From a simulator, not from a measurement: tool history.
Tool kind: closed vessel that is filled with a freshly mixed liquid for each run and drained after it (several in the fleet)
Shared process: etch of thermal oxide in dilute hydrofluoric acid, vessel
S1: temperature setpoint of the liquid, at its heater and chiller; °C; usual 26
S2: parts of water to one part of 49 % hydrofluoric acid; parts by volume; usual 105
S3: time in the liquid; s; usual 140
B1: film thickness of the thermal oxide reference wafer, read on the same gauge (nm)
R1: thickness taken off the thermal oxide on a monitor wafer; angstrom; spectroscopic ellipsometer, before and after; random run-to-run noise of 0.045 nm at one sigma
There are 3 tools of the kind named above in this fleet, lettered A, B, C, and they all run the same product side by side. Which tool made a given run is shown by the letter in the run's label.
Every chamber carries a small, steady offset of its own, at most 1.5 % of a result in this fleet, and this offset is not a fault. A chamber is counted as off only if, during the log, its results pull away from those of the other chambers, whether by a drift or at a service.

run,hour,S1,S2,S3,B1,R1
1A,8.4,26,105,140,39.985,68.51
2B,16.8,26,105,140,40.003,69.679
3C,23.3,26,105,140,40.006,69.71
4C,32.8,26,105,140,39.995,70.135
5B,38.2,26,105,140,40.002,69.014
6A,43,26,105,140,39.972,69.539
7B,50.9,26,105,140,39.99,68.929
8A,61.8,26,105,140,39.99,69.745
9C,68.2,26,105,140,40.021,70.75
10C,78.3,26,105,140,39.973,70.482
11A,83.8,26,105,140,40.002,70.281
12B,89.8,26,105,140,39.993,69.802
13C,97.4,29,80,140,39.997,107.69
14A,103.9,29,80,140,39.981,107.66
15B,109.7,29,80,140,40.018,104.03
16C,118.1,26,105,140,40.01,70.535
17B,129,26,105,140,40.005,69.633
18A,135.6,26,70,140,39.994,112.25
19C,144.5,26,70,140,40.001,110.53
20A,151.4,26,70,140,39.998,111.97
21B,161.6,26,105,140,40.02,69.525
22B,171.1,26,105,140,39.978,70.411
23C,181.9,26,85,140,40.022,88.441
24A,192.6,26,85,140,40.008,90.614
25B,197.7,26,85,140,40.016,88.425
26C,202.6,26,105,140,39.996,69.713
27A,213.5,26,105,140,40.014,72.414
28B,221.6,21.5,105,140,39.996,58.155
29A,228.4,21.5,105,140,40.008,60.548
30C,235.1,21.5,105,140,40.011,58.716
31B,241,26,125,140,39.993,57.531
32C,250.2,26,125,140,39.98,57.37
33A,257.8,26,125,140,39.973,59.037
34A,264.6,26,105,140,39.991,73.009
35B,271.2,26,105,140,39.974,69.498
36C,278.4,29.5,125,140,40.016,64.767
37C,283.9,29.5,125,140,39.993,65.813
38A,292.2,29.5,125,140,39.984,69.252
39B,301.8,26,105,140,40,69.269
# hour 308.3: chamber C: hydrofluoric acid flow meter replaced
40C,308.5,26,105,140,39.98,69.997
41A,313.8,26,105,140,40.003,72.585

Predict what each chamber gives when all 3 of them run the settings below next.
42A,321.7,26,105,140,,?
42B,321.7,26,105,140,,?
42C,321.7,26,105,140,,?

run,R1
42A,73.398
42B,69.575
42C,70.029
